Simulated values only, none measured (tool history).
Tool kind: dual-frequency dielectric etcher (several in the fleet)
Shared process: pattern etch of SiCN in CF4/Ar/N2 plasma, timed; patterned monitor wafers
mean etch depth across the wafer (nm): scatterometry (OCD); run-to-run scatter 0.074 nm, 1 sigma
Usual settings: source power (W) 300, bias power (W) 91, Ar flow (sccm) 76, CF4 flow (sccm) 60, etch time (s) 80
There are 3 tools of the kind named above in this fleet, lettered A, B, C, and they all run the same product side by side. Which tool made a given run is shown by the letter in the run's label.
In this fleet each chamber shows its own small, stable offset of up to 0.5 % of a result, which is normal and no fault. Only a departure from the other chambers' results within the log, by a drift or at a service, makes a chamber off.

run,hour,source power (W),bias power (W),Ar flow (sccm),CF4 flow (sccm),etch time (s),hours since the last wet clean,hours since the last source power generator calibration,hours since the last bias power generator calibration,hours since the last Ar flow controller change,hours since the last CF4 flow controller change,"read-back reference wafer on the same gauge, depth_nm",mean etch depth across the wafer (nm)
1B,3.6,300,91,76,60,80,284.7,1987.9,1996.4,473.2,1512.8,56.183,53.425
2A,5.8,300,91,76,60,80,383.7,647.1,133.3,416.8,844,56.197,53.35
3C,8.4,300,91,76,60,80,389.4,2222.2,3369.5,1270.5,550.3,56.177,53.177
4C,10.2,300,91,76,60,80,391.2,2224,3371.3,1272.3,552.1,56.184,53.05
# hour 10.3: chamber B: source power generator calibrated
5A,12.4,300,91,76,60,80,390.3,653.7,139.9,423.4,850.6,56.16,53.325
6B,15.4,300,109,76,60,80,296.5,5.2,2008.2,485,1524.6,56.163,56.993
7A,18,300,109,76,60,80,395.9,659.3,145.5,429,856.2,56.156,56.919
8C,20.2,300,109,76,60,80,401.2,2234,3381.3,1282.3,562.1,56.151,56.664
9B,24,300,91,76,60,80,305.1,13.8,2016.8,493.6,1533.2,56.129,53.245
10A,26.5,300,91,64,60,80,404.4,667.8,154,437.5,864.7,56.097,54.576
11B,30.6,300,91,64,60,80,311.7,20.4,2023.4,500.2,1539.8,56.093,54.613
12C,32.9,300,91,64,60,80,413.9,2246.7,3394,1295,574.8,56.084,53.997
13C,36.1,300,91,76,60,80,417.1,2249.9,3397.2,1298.2,578,56.091,52.852
14A,40,300,91,76,60,80,417.9,681.3,167.5,451,878.2,56.086,53.258
15B,43.5,300,91,76,60,80,324.6,33.3,2036.3,513.1,1552.7,56.068,53.284
16C,47.5,300,91,76,55,80,428.5,2261.3,3408.6,1309.6,589.4,56.058,52.248
17B,49.5,300,91,76,55,80,330.6,39.3,2042.3,519.1,1558.7,56.065,52.716
18A,53.6,300,91,76,55,80,431.5,694.9,181.1,464.6,891.8,56.054,52.581
19B,56.5,300,91,76,60,80,337.6,46.3,2049.3,526.1,1565.7,56.001,53.301
20C,59.3,300,70,76,60,80,440.3,2273.1,3420.4,1321.4,601.2,56.013,48.129
21A,63.1,300,70,76,60,80,441,704.4,190.6,474.1,901.3,56.001,48.447
22A,66.6,300,70,76,60,80,444.5,707.9,194.1,477.6,904.8,55.982,48.565
23B,70.2,370,91,76,60,80,351.3,60,2063,539.8,1579.4,55.995,63.8
24C,73.5,370,91,76,60,80,454.5,2287.3,3434.6,1335.6,615.4,55.988,63.461
25A,75.9,370,91,76,60,80,453.8,717.2,203.4,486.9,914.1,55.97,64.04
26C,79,300,91,76,60,80,460,2292.8,3440.1,1341.1,620.9,55.967,52.861
# hour 82.6: chamber A: wet clean of the chamber
27B,83,300,91,76,60,80,364.1,72.8,2075.8,552.6,1592.2,55.958,53.257
28B,86.7,300,91,76,60,80,367.8,76.5,2079.5,556.3,1595.9,55.929,53.292
29A,89.2,300,91,76,60,80,6.6,730.5,216.7,500.2,927.4,55.941,53.169
30C,92,300,91,76,60,80,473,2305.8,3453.1,1354.1,633.9,55.924,52.769
# hour 93.9: chamber B: wet clean of the chamber
31A,95,300,91,76,60,80,12.4,736.3,222.5,506,933.2,55.931,53.092
32B,99.2,300,91,76,60,80,5.3,89,2092,568.8,1608.4,55.879,53.19
33C,101.3,300,91,76,60,80,482.3,2315.1,3462.4,1363.4,643.2,55.884,52.689
34A,104,300,69,76,66,80,21.4,745.3,231.5,515,942.2,55.881,48.85

What goes on in this fleet: one chamber off, a drifting gauge, or nothing beyond the chambers' own small offsets? Name the chamber and the cause, if any.

No chamber is off; the gauge reading every chamber's wafers drifts, which makes the whole fleet appear to move together.
What lies behind it: gauge reads low (%) = 0.573.
